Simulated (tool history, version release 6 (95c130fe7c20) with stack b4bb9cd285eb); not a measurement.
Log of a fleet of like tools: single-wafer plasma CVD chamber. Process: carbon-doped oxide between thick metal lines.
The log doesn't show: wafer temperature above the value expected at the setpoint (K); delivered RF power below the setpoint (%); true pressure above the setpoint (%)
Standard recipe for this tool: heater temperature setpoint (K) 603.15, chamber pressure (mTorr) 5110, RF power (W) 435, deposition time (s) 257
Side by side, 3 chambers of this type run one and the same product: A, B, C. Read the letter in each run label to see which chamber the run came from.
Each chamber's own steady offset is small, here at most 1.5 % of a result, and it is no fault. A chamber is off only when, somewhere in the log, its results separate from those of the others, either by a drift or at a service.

| run | hour | heater temperature setpoint (K) | chamber pressure (mTorr) | RF power (W) | deposition time (s) | hours since the last thermocouple change | hours since the last RF generator calibration | hours since the last manometer calibration | read-back reference wafer on the same gauge, thickness_nm | mean film thickness on the monitor wafer (angstrom) |
|---|---|---|---|---|---|---|---|---|---|---|
| 1B | 16.4 | 603.15 | 5110 | 435 | 257 | 510.7 | 376.2 | 1985.7 | 1130.3 | 12416 |
|  | 23.8 | chamber C: thermocouple changed; heater temperature recalibrated |
| 2A | 28.4 | 603.15 | 5110 | 435 | 257 | 783.1 | 2188.9 | 883.1 | 1128.2 | 12638 |
| 3C | 39.3 | 603.15 | 5110 | 435 | 257 | 15.5 | 376.4 | 266.4 | 1129.7 | 12388 |
| 4A | 52.3 | 603.15 | 5110 | 435 | 257 | 807 | 2212.8 | 907 | 1128.4 | 12565 |
| 5B | 64.5 | 603.15 | 5110 | 435 | 257 | 558.8 | 424.3 | 2033.8 | 1130.5 | 12418 |
| 6C | 76.9 | 603.15 | 3960 | 435 | 302 | 53.1 | 414 | 304 | 1131.1 | 14218 |
| 7B | 87.6 | 603.15 | 3960 | 435 | 302 | 581.9 | 447.4 | 2056.9 | 1129.5 | 14192 |
| 8A | 96.9 | 603.15 | 3960 | 435 | 302 | 851.6 | 2257.4 | 951.6 | 1129.4 | 14177 |
| 9C | 112.9 | 603.15 | 5110 | 435 | 257 | 89.1 | 450 | 340 | 1128.4 | 12375 |
| 10C | 128.1 | 603.15 | 5110 | 435 | 257 | 104.3 | 465.2 | 355.2 | 1128.6 | 12376 |
|  | 135 | chamber A: RF generator calibrated |
| 11A | 139.9 | 603.15 | 5110 | 435 | 257 | 894.6 | 4.9 | 994.6 | 1128 | 12711 |
| 12B | 154.1 | 603.15 | 5110 | 435 | 257 | 648.4 | 513.9 | 2123.4 | 1130.3 | 12534 |
| 13A | 165.1 | 603.15 | 5110 | 435 | 257 | 919.8 | 30.1 | 1019.8 | 1130.2 | 12550 |
| 14B | 179.9 | 603.15 | 5110 | 435 | 257 | 674.2 | 539.7 | 2149.2 | 1130.3 | 12551 |
| 15C | 189.5 | 603.15 | 5110 | 435 | 257 | 165.7 | 526.6 | 416.6 | 1128.5 | 12423 |
| 16C | 200.3 | 603.15 | 5110 | 435 | 225 | 176.5 | 537.4 | 427.4 | 1130.2 | 10780 |
| 17A | 208.4 | 603.15 | 5110 | 435 | 225 | 963.1 | 73.4 | 1063.1 | 1131.2 | 11127 |
| 18B | 219.9 | 603.15 | 5110 | 435 | 225 | 714.2 | 579.7 | 2189.2 | 1130.5 | 10794 |
| 19A | 230.1 | 603.15 | 5110 | 435 | 257 | 984.8 | 95.1 | 1084.8 | 1129.7 | 12762 |
| 20B | 239.5 | 603.15 | 5110 | 435 | 257 | 733.8 | 599.3 | 2208.8 | 1129.2 | 12355 |
| 21C | 249.9 | 603.15 | 5850 | 515 | 257 | 226.1 | 587 | 477 | 1128.4 | 14028 |
| 22A | 261.3 | 603.15 | 5850 | 515 | 257 | 1016 | 126.3 | 1116 | 1129.3 | 14231 |
| 23C | 274.1 | 603.15 | 5850 | 515 | 257 | 250.3 | 611.2 | 501.2 | 1129.9 | 14070 |
| 24B | 284.1 | 597.15 | 5110 | 435 | 257 | 778.4 | 643.9 | 2253.4 | 1129.7 | 12457 |
| 25A | 293.7 | 597.15 | 5110 | 435 | 257 | 1048.4 | 158.7 | 1148.4 | 1131.1 | 13033 |
| 26B | 308.7 | 597.15 | 5110 | 435 | 257 | 803 | 668.5 | 2278 | 1128.9 | 12448 |
| 27C | 316.5 | 603.15 | 5110 | 435 | 257 | 292.7 | 653.6 | 543.6 | 1130.6 | 12623 |
| 28B | 328.4 | 603.15 | 5110 | 435 | 257 | 822.7 | 688.2 | 2297.7 | 1132.1 | 12034 |
| 29C | 344.8 | 603.15 | 5110 | 435 | 257 | 321 | 681.9 | 571.9 | 1130.3 | 12315 |
| 30A | 354.2 | 603.15 | 5110 | 435 | 257 | 1108.9 | 219.2 | 1208.9 | 1129.7 | 12606 |
| 31B | 368.4 | 603.15 | 5890 | 435 | 257 | 862.7 | 728.2 | 2337.7 | 1129.6 | 12189 |
| 32C | 380.3 | 603.15 | 5890 | 435 | 257 | 356.5 | 717.4 | 607.4 | 1129.4 | 12744 |
|  | 386.1 | chamber B: thermocouple changed; heater temperature recalibrated |
| 33A | 391.1 | 603.15 | 5890 | 435 | 257 | 1145.8 | 256.1 | 1245.8 | 1130.7 | 12828 |
| 34A | 399.3 | 603.15 | 5110 | 435 | 257 | 1154 | 264.3 | 1254 | 1129.6 | 12748 |
| 35B | 413.8 | 603.15 | 5110 | 435 | 257 | 27.8 | 773.6 | 2383.1 | 1130.9 | 12001 |
| 36C | 422.1 | 603.15 | 5700 | 505 | 257 | 398.3 | 759.2 | 649.2 | 1131.2 | 14012 |

All 3 chambers run these settings next. Forecast each chamber's results:
| 37A | 434 | 603.15 | 5110 | 370 | 257 |  |  |  |  | ? |
| 37B | 434 | 603.15 | 5110 | 370 | 257 |  |  |  |  | ? |
| 37C | 434 | 603.15 | 5110 | 370 | 257 |  |  |  |  | ? |

| run | mean film thickness on the monitor wafer (angstrom) |
|---|---|
| 37A | 11348 |
| 37B | 10554 |
| 37C | 11113 |

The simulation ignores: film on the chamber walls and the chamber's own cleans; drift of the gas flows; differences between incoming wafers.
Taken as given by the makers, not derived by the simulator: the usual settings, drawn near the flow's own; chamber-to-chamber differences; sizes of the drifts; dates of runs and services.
